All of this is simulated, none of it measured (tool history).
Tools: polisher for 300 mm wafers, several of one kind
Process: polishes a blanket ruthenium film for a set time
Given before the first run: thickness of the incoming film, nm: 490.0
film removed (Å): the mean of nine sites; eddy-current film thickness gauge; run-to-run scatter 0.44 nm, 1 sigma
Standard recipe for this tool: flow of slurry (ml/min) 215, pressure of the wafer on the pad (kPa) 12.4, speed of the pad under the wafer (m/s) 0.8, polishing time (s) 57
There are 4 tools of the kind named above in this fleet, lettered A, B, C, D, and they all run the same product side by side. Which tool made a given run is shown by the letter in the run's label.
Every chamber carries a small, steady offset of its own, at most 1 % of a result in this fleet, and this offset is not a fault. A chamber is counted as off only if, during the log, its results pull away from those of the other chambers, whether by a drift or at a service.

| run | hour | flow of slurry (ml/min) | pressure of the wafer on the pad (kPa) | speed of the pad under the wafer (m/s) | polishing time (s) | wafers polished on this pad | hours since the slurry nozzle was cleaned | hours since the head pressure was calibrated | film removed (Å) |
|---|---|---|---|---|---|---|---|---|---|
| 1B | 7.6 | 215 | 12.4 | 0.8 | 57 | 589 | 79.9 | 241.5 | 466.49 |
|  | 9.9 | chamber B: worn pad replaced by a new one |
| 2D | 15.7 | 215 | 12.4 | 0.8 | 57 | 521 | 61.7 | 223 | 457.58 |
| 3A | 20.4 | 215 | 12.4 | 0.8 | 57 | 216 | 30.7 | 617.4 | 461.56 |
| 4C | 29 | 215 | 12.4 | 0.8 | 57 | 847 | 181.1 | 377.6 | 455.62 |
| 5B | 36.8 | 215 | 12.4 | 0.8 | 57 | 260 | 109.1 | 270.7 | 457.17 |
| 6D | 44 | 215 | 12.4 | 0.8 | 57 | 795 | 90 | 251.3 | 451.65 |
| 7C | 48.2 | 215 | 12.4 | 0.8 | 57 | 1033 | 200.3 | 396.8 | 460.76 |
| 8A | 55.1 | 215 | 12.4 | 0.8 | 57 | 551 | 65.4 | 652.1 | 464.01 |
| 9B | 61.9 | 215 | 12.4 | 0.8 | 57 | 503 | 134.2 | 295.8 | 464.14 |
| 10C | 67 | 215 | 12.4 | 0.8 | 57 | 1215 | 219.1 | 415.6 | 452.18 |
|  | 68.1 | chamber D: worn pad replaced by a new one |
|  | 70.9 | chamber B: worn pad replaced by a new one |
| 11D | 75.4 | 215 | 12.4 | 0.8 | 57 | 70 | 121.4 | 282.7 | 440.23 |
| 12A | 82.2 | 215 | 12.4 | 0.8 | 57 | 814 | 92.5 | 679.2 | 456.82 |
|  | 83.1 | chamber C: worn pad replaced by a new one |
| 13B | 86.9 | 215 | 12.4 | 0.8 | 57 | 154 | 159.2 | 320.8 | 458.03 |
|  | 93.1 | chamber C: slurry nozzle cleaned |
| 14C | 95.7 | 215 | 11 | 0.8 | 66 | 121 | 2.7 | 444.3 | 484.73 |
| 15A | 102.7 | 215 | 11 | 0.8 | 66 | 1012 | 113 | 699.7 | 481.15 |
|  | 108.8 | chamber A: worn pad replaced by a new one |
| 16D | 110 | 215 | 11 | 0.8 | 66 | 405 | 156 | 317.3 | 446.85 |
|  | 117.2 | chamber B: head pressure recalibrated |
| 17D | 118.4 | 215 | 11 | 0.8 | 66 | 486 | 164.4 | 325.7 | 451.14 |
| 18C | 126.7 | 215 | 12.4 | 0.8 | 57 | 421 | 33.7 | 475.3 | 464.4 |
|  | 132.5 | chamber B: worn pad replaced by a new one |
| 19A | 133.4 | 215 | 12.4 | 0.8 | 57 | 238 | 143.7 | 730.4 | 469.68 |
| 20B | 139 | 215 | 12.4 | 0.8 | 57 | 63 | 211.3 | 21.8 | 458.26 |
| 21C | 147.5 | 215 | 12.4 | 0.8 | 57 | 623 | 54.5 | 496.1 | 461.95 |
| 22A | 154.3 | 215 | 12.4 | 0.8 | 57 | 440 | 164.6 | 751.3 | 463.23 |
| 23B | 160.5 | 215 | 12.4 | 0.8 | 57 | 271 | 232.8 | 43.3 | 457.47 |
| 24D | 166.6 | 215 | 12.4 | 0.68 | 47 | 953 | 212.6 | 373.9 | 298.98 |
|  | 168.3 | chamber D: worn pad replaced by a new one |
| 25C | 171.6 | 215 | 12.4 | 0.68 | 47 | 856 | 78.6 | 520.2 | 320.44 |
| 26D | 177.8 | 215 | 12.4 | 0.68 | 47 | 92 | 223.8 | 385.1 | 301.54 |
| 27B | 183.7 | 215 | 12.4 | 0.68 | 47 | 496 | 256 | 66.5 | 321.85 |
| 28A | 191.8 | 215 | 12.4 | 0.8 | 57 | 803 | 202.1 | 788.8 | 469.24 |
| 29C | 199.2 | 215 | 12.4 | 0.8 | 57 | 1123 | 106.2 | 547.8 | 459.81 |
| 30D | 206.2 | 215 | 12.4 | 0.8 | 57 | 366 | 252.2 | 413.5 | 413.65 |

Next, all 4 chambers run the settings below, one line each with question marks for the results. What does each chamber give?
| 31A | 212.5 | 215 | 12.4 | 0.96 | 57 |  |  |  | ? |
| 31B | 212.5 | 215 | 12.4 | 0.96 | 57 |  |  |  | ? |
| 31C | 212.5 | 215 | 12.4 | 0.96 | 57 |  |  |  | ? |
| 31D | 212.5 | 215 | 12.4 | 0.96 | 57 |  |  |  | ? |

| run | film removed (Å) |
|---|---|
| 31A | 548.47 |
| 31B | 553.15 |
| 31C | 546.5 |
| 31D | 497.6 |
